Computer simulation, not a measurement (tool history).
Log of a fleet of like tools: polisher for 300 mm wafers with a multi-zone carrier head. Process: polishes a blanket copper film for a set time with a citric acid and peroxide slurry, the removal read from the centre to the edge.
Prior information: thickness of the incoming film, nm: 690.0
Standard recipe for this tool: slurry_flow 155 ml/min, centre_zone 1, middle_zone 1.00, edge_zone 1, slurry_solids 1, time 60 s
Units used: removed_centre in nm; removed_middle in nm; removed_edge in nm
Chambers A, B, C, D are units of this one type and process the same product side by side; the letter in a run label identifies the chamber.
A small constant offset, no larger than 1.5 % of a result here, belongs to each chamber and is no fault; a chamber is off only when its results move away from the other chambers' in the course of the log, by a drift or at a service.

| run | day | slurry_flow | centre_zone | middle_zone | edge_zone | slurry_solids | time | removed_centre | removed_middle | removed_edge |
|---|---|---|---|---|---|---|---|---|---|---|
|  | 0.179 | chamber B: worn pad replaced by a new one |
| 1A | 0.225 | 155 | 1 | 1.00 | 1 | 1 | 60 | 75.918 | 75.942 | 76.505 |
|  | 0.254 | chamber C: worn pad replaced by a new one |
|  | 0.346 | chamber D: edge zone pressure recalibrated |
| 2D | 0.508 | 155 | 1 | 1.00 | 1 | 1 | 60 | 75.579 | 75.562 | 75.277 |
| 3C | 0.725 | 155 | 1 | 1.00 | 1 | 1 | 60 | 75.683 | 75.361 | 76.516 |
| 4B | 0.892 | 155 | 1 | 1.00 | 1 | 1 | 60 | 77.462 | 76.169 | 76.096 |
|  | 0.929 | chamber B: edge zone pressure recalibrated |
| 5C | 1.212 | 155 | 1 | 1.00 | 1 | 1 | 60 | 75.290 | 76.513 | 76.941 |
| 6B | 1.475 | 155 | 1 | 1.00 | 1 | 1 | 60 | 76.692 | 75.323 | 75.504 |
| 7A | 1.725 | 155 | 1 | 1.00 | 1 | 1 | 60 | 76.025 | 76.490 | 76.726 |
| 8D | 2.038 | 155 | 1 | 1.00 | 1 | 1 | 60 | 74.288 | 76.044 | 74.676 |
| 9B | 2.304 | 155 | 1 | 1.00 | 1 | 1 | 60 | 76.539 | 76.807 | 76.300 |
|  | 2.438 | chamber D: worn pad replaced by a new one |
| 10C | 2.458 | 155 | 1 | 1.00 | 1 | 1 | 60 | 74.006 | 75.744 | 76.303 |
| 11A | 2.717 | 155 | 1 | 1.00 | 1 | 1 | 60 | 74.180 | 75.730 | 75.939 |
| 12D | 2.912 | 155 | 1 | 1.00 | 1 | 1 | 60 | 77.482 | 77.752 | 75.712 |
|  | 2.946 | chamber D: centre zone pressure recalibrated |
| 13A | 3.088 | 155 | 1 | 1.09 | 1 | 1 | 49 | 61.090 | 65.749 | 62.561 |
| 14B | 3.383 | 155 | 1 | 1.09 | 1 | 1 | 49 | 62.024 | 67.422 | 62.873 |
|  | 3.417 | chamber C: edge zone pressure recalibrated |
| 15C | 3.604 | 155 | 1 | 1.09 | 1 | 1 | 49 | 60.312 | 66.778 | 61.820 |
| 16D | 3.746 | 155 | 1 | 1.09 | 1 | 1 | 49 | 62.241 | 67.411 | 62.358 |
| 17D | 3.888 | 155 | 1 | 1.00 | 1 | 1 | 60 | 75.611 | 76.307 | 76.496 |
|  | 4.017 | chamber C: worn pad replaced by a new one |
| 18A | 4.129 | 155 | 1 | 1.00 | 1 | 1 | 60 | 72.690 | 72.409 | 74.251 |
|  | 4.146 | chamber A: worn pad replaced by a new one |
| 19C | 4.392 | 155 | 1 | 1.00 | 1 | 1 | 60 | 76.209 | 75.714 | 76.904 |
| 20B | 4.558 | 155 | 1 | 1.00 | 1 | 1 | 60 | 77.361 | 76.053 | 75.918 |
| 21C | 4.775 | 155 | 1 | 1.00 | 1 | 1 | 60 | 75.401 | 75.915 | 76.631 |
| 22A | 5.071 | 155 | 1 | 1.00 | 1 | 1 | 60 | 68.102 | 71.045 | 72.600 |
|  | 5.150 | chamber B: worn pad replaced by a new one |
| 23B | 5.229 | 155 | 1 | 1.00 | 1 | 1 | 60 | 78.106 | 75.785 | 76.158 |
| 24D | 5.462 | 155 | 1 | 1.00 | 1 | 1 | 60 | 75.967 | 74.948 | 75.455 |

Next, all 4 chambers run the settings below, one line each with question marks for the results. What does each chamber give?
| 25A | 5.696 | 155 | 1 | 1.07 | 1 | 1 | 60 | ? | ? | ? |
| 25B | 5.696 | 155 | 1 | 1.07 | 1 | 1 | 60 | ? | ? | ? |
| 25C | 5.696 | 155 | 1 | 1.07 | 1 | 1 | 60 | ? | ? | ? |
| 25D | 5.696 | 155 | 1 | 1.07 | 1 | 1 | 60 | ? | ? | ? |

| run | removed_centre | removed_middle | removed_edge |
|---|---|---|---|
| 25A | 65.986 | 72.051 | 70.818 |
| 25B | 77.543 | 81.285 | 76.498 |
| 25C | 76.569 | 80.566 | 77.457 |
| 25D | 76.474 | 80.727 | 75.023 |
